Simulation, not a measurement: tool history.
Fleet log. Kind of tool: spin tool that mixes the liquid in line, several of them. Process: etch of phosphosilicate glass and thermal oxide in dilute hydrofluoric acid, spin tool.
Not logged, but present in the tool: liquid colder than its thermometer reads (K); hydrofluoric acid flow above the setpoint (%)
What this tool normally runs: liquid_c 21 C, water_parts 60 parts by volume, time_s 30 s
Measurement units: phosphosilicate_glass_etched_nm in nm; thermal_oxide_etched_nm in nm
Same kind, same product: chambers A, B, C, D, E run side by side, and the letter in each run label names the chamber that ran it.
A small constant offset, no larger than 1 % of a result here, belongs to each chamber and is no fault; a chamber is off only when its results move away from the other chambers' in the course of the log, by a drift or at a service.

run     day  liquid_c  water_parts  time_s  hours since the thermometer was replaced  hours since the hydrofluoric acid flow meter was replaced  read-back film thickness of the phosphosilicate glass reference wafer, read on the same gauge (nm)  read-back film thickness of the thermal oxide reference wafer, read on the same gauge (nm)  phosphosilicate_glass_etched_nm  thermal_oxide_etched_nm
 1A   0.425        21           60      30                                      22.1                                                     1614.8                                                                                              60.004                                                                                      90.011                           92.975                   2.0487
 2C   0.671        21           60      30                                    1227.4                                                      252.6                                                                                              60.045                                                                                      90.001                           93.303                   2.0625
 3E   0.958        21           60      30                                    1773.9                                                      349.4                                                                                              60.007                                                                                      89.999                           93.052                   2.0373
 4D   1.346        21           60      30                                    1881.5                                                      847.1                                                                                              60.017                                                                                      90.011                            91.27                   2.0478
 5B   1.608        21           60      30                                       294                                                     1458.4                                                                                              59.998                                                                                      89.997                           92.804                   2.0689
 6B    2.05        21           60      30                                     304.6                                                       1469                                                                                              60.003                                                                                      89.987                           92.569                   2.0004
 7E   2.408        21           60      30                                    1808.7                                                      384.2                                                                                              60.007                                                                                      89.999                            93.82                   2.0256
 8A   2.825        21           60      30                                      79.7                                                     1672.4                                                                                              60.033                                                                                      90.001                           92.633                   2.0431
 9C   3.262        21           60      30                                    1289.6                                                      314.8                                                                                              60.038                                                                                      90.016                           93.453                   2.0766
10D   3.738      22.5           60      30                                    1938.9                                                      904.5                                                                                              59.984                                                                                      89.994                           97.976                   2.1756
11E   4.233      22.5           60      30                                    1852.5                                                        428                                                                                              59.993                                                                                      89.991                           98.844                   2.1573
12B   4.458      22.5           60      30                                     362.4                                                     1526.8                                                                                              59.986                                                                                      89.993                           98.008                   2.2117
13D   4.758      22.5           60      30                                    1963.4                                                        929                                                                                              60.003                                                                                      89.999                           96.886                   2.2413
      5.112  -- chamber A: hydrofluoric acid flow meter replaced
14C   5.154      22.5           60      30                                      1335                                                      360.2                                                                                              59.991                                                                                      90.007                           100.87                   2.1828
      5.492  -- chamber C: hydrofluoric acid flow meter replaced
15A   5.538        21           60      30                                     144.8                                                       10.3                                                                                              59.991                                                                                      89.995                           92.951                   2.0674
16B   5.779        21           60      30                                     394.1                                                     1558.5                                                                                              60.028                                                                                      90.001                           92.052                   2.0297
17E   6.167        21           60      30                                    1898.9                                                      474.4                                                                                              60.015                                                                                      90.009                           93.483                   2.0429
18D   6.575        21           60      30                                      2007                                                      972.6                                                                                              59.972                                                                                      90.005                           90.672                   2.0734
19A   6.904        21           60      30                                     177.6                                                       43.1                                                                                              60.001                                                                                      89.983                           92.396                   2.0644
20C   7.429        21           60      30                                    1389.6                                                       46.6                                                                                              60.002                                                                                      90.007                            93.23                   2.0439
21A   7.821        21           60      20                                     199.6                                                       65.1                                                                                              60.027                                                                                       90.02                           61.757                   1.3623
22B   8.142        21           60      20                                     450.8                                                     1615.2                                                                                              59.978                                                                                      89.989                           61.378                   1.3543
23D   8.583        21           60      20                                    2055.2                                                     1020.8                                                                                              59.976                                                                                      90.004                           62.361                    1.365
24C   9.071        21           60      20                                      1429                                                         86                                                                                              59.993                                                                                      89.988                            61.86                    1.368
25E   9.562        21           60      20                                    1980.4                                                      555.9                                                                                              60.005                                                                                      90.026                           62.046                    1.346
26D   9.867        21           60      30                                      2086                                                     1051.6                                                                                              60.007                                                                                      89.997                           91.427                   2.0363
27C    10.2        21           60      30                                    1456.1                                                      113.1                                                                                              59.995                                                                                      90.013                           93.813                   2.1089
28A  10.542        21           60      30                                     264.9                                                      130.4                                                                                              59.979                                                                                          90                           91.738                   2.0655
29B  10.938        21           60      30                                     517.9                                                     1682.3                                                                                              59.998                                                                                      89.989                           92.994                   2.0387
30E   11.25        18           60      40                                    2020.9                                                      596.4                                                                                              59.997                                                                                      90.017                           107.98                   2.3926
31D  11.504        18           60      40                                    2125.3                                                     1090.9                                                                                              59.956                                                                                      89.993                           108.12                   2.4584
32A  11.971        18           60      40                                     299.2                                                      164.7                                                                                              59.974                                                                                      89.994                           108.48                     2.46
33E  12.371        18           60      40                                    2047.8                                                      623.3                                                                                              59.986                                                                                      89.994                           108.23                    2.368
34B  12.638        18           60      40                                     558.7                                                     1723.1                                                                                              60.026                                                                                      90.016                            109.8                   2.4075
35C  13.025        21           60      30                                    1523.9                                                      180.9                                                                                              60.007                                                                                      90.004                           92.869                   2.0572
36B  13.433      25.5           60      30                                     577.8                                                     1742.2                                                                                              60.018                                                                                      90.001                           113.63                   2.5019

All 5 chambers run these settings next. Forecast each chamber's results:
37A  13.812        21           70      30                                                                                                                                                                                                                                                                                                                                     ?                        ?
37B  13.812        21           70      30                                                                                                                                                                                                                                                                                                                                     ?                        ?
37C  13.812        21           70      30                                                                                                                                                                                                                                                                                                                                     ?                        ?
37D  13.812        21           70      30                                                                                                                                                                                                                                                                                                                                     ?                        ?
37E  13.812        21           70      30                                                                                                                                                                                                                                                                                                                                     ?                        ?

run  phosphosilicate_glass_etched_nm  thermal_oxide_etched_nm
37A                           78.702                   1.7373
37B                           78.364                   1.7157
37C                           80.938                   1.7234
37D                           79.738                   1.7856
37E                           78.187                   1.7028
